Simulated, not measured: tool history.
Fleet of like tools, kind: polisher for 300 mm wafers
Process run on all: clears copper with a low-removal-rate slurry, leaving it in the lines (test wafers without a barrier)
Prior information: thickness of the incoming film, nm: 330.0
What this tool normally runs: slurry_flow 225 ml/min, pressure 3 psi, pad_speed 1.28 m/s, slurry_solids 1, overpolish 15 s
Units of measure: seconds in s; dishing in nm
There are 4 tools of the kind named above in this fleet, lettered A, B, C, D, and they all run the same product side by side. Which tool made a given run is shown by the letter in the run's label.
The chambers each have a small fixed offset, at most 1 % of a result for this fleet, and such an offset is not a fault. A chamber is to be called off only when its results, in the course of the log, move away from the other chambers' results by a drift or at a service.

run,hour,slurry_flow,pressure,pad_speed,slurry_solids,overpolish,seconds,dishing
1C,2.6,225,3,1.28,1,15,79.898,43.926
2D,5.5,225,3,1.28,1,15,78.243,42.609
3B,8.4,225,3,1.28,1,15,77.73,42.694
4A,13.3,225,3,1.28,1,15,77.968,42.873
# hour 15.4: chamber C: worn pad replaced by a new one
5D,17.5,225,3,1.28,1,15,78.155,43.37
6B,20.9,225,3,1.28,1,15,78.159,43.769
7A,26,225,3,1.28,1,15,78.091,42.603
8C,28.7,305,3,1.28,1,15,77.629,44.513
9B,34,305,3,1.28,1,15,74.837,44.25
10C,38.6,305,3,1.28,1,15,75.503,44.479
11A,43.6,305,3,1.28,1,15,74.212,45.377
12D,47.9,225,3.6,1.28,1,15,65.12,51.472
13B,52.9,225,3.6,1.28,1,15,64.715,51.888
14A,56.8,225,3.6,1.28,1,15,66.537,51.393
15C,61.4,225,3.6,1.28,1,15,65.109,51.968
16D,64.1,225,3,1.28,1,15,77.143,44.981
# hour 66.2: chamber B: slurry blender recalibrated
17B,67.3,225,3,1.28,1,15,78.53,44.124
18D,70.9,225,3,1.28,1,15,78.749,42.693
19A,73.9,225,3,1.28,1,15,79.123,42.201
20C,76.6,225,3,1.28,1,15,78.569,43.579
21C,79.9,225,3,1.28,1,15,79.456,44.724
22B,85,225,3,1.28,1,15,78.085,44.439
23D,88.4,225,3,1.28,1,15,79.527,42.265
24A,93.2,225,3,1.28,1,15,76.971,43.635
# hour 94.5: chamber B: worn pad replaced by a new one
25C,95.9,225,3,1.28,1,15,79.023,43.375
26D,99.8,225,3,1.28,1,15,78.773,44.44
27B,103.9,225,3,1.28,1,15,77.212,44.661
28A,106.9,225,3,1.28,1,15,78.562,42.96
29C,109.5,225,3,1.28,1,15,76.861,42.431
30A,112.8,225,3,1.28,1,15,78.127,43.266

One chamber off, gauge drift, or nothing amiss beyond the chambers' own small offsets? If it is a chamber, which one, and what is the likeliest cause?

No chamber stands off beyond its own small offset, and the gauge holds steady.

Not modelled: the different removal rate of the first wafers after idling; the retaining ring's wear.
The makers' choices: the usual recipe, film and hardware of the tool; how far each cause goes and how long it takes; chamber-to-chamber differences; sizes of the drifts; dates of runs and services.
